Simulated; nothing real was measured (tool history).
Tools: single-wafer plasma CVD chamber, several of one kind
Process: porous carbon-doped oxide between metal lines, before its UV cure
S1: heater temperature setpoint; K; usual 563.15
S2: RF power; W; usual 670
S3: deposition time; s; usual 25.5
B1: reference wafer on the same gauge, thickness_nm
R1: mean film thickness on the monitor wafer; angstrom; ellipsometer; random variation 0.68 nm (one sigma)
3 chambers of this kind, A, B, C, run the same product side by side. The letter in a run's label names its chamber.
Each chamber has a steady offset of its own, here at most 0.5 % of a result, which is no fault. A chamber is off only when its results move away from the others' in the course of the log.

run	hour	S1	S2	S3	B1	R1
1C	11.7	563.15	670	25.5	165.20	1799.0
2B	24.7	563.15	670	25.5	165.14	1782.1
3A	32.6	563.15	670	25.5	165.12	1762.1
4C	46.6	563.15	670	25.5	165.03	1781.3
5A	61.9	563.15	555	25.5	164.77	1570.9
6B	75.3	563.15	555	25.5	165.14	1572.9
7A	87.9	563.15	555	25.5	164.97	1575.5
8C	98.3	563.15	670	25.5	164.78	1788.4
9B	108.4	563.15	670	25.5	165.13	1773.5
10C	116.1	563.15	670	25.5	165.10	1784.0
11B	128.9	563.15	670	25.5	164.99	1773.6
12A	142.1	573.15	750	25.5	165.12	1792.4
13C	155.8	573.15	750	25.5	165.06	1803.8
14A	165.9	573.15	750	25.5	164.98	1790.8
15B	178.5	563.15	670	25.5	164.78	1782.9
16C	186.9	563.15	670	25.5	165.09	1780.2
17B	196.3	563.15	670	25.5	164.93	1773.1
18A	206.9	563.15	730	25.5	164.97	1849.3
19B	218.9	563.15	730	25.5	165.08	1873.9
20A	234.5	563.15	730	25.5	164.98	1859.1
21C	245.6	563.15	670	25.5	165.00	1798.2
22A	254.4	563.15	670	25.5	164.90	1750.2
23C	269.5	563.15	670	25.5	165.19	1783.2
24B	276.5	563.15	670	25.5	164.88	1776.1
25B	287.5	563.15	580	25.5	164.88	1610.6
26C	299.2	563.15	580	25.5	165.01	1622.9
27A	314.1	563.15	580	25.5	165.11	1591.7
28A	323.8	563.15	670	25.5	164.93	1742.4
29C	337.9	563.15	670	25.5	165.02	1783.0
30B	347.7	569.15	670	25.5	165.01	1714.7
31C	356.4	569.15	670	25.5	165.10	1737.2
32A	372.0	569.15	670	25.5	164.98	1677.2
33B	379.2	563.15	670	25.5	165.07	1767.4
34A	391.3	550.15	670	22.9	164.88	1688.9
35B	400.4	550.15	670	22.9	165.18	1738.3
36C	408.9	550.15	670	22.9	165.18	1742.0
37C	423.0	563.15	670	25.5	165.06	1794.4
38B	438.0	563.15	670	25.5	165.08	1778.3
39A	448.3	563.15	670	25.5	164.98	1722.4
40C	457.7	563.15	670	25.5	165.09	1778.0

Is one chamber off against the others, does the gauge drift, or is nothing wrong? If a chamber is off, say which, and what the likeliest cause is.

Chamber A drifts away from the others.
Cause: wafer temperature above the value expected at the setpoint (K) = 5.35.
The log may not tell that from: delivered RF power below the setpoint (%).

Here are 4 candidates for chamber A's next run, each the usual settings with a change, their results left as question marks. Which one brings its results back in line with what the others give on the usual settings?
In line means no further than this from the other chambers' mean on the usual settings: R1 24.0 angstrom
41A-1	469.0	565.15	645	25.5		?
41A-2	469.0	563.15	660	25.5		?
41A-3	469.0	563.15	675	25.7		?
41A-4	469.0	563.15	670	26.4		?

The other chambers' mean on the usual settings: R1 1781.5 angstrom
run	R1
41A-1	1654.6
41A-2	1699.2
41A-3	1737.2
41A-4	1774.4
41A-4 brings the chamber back in line.
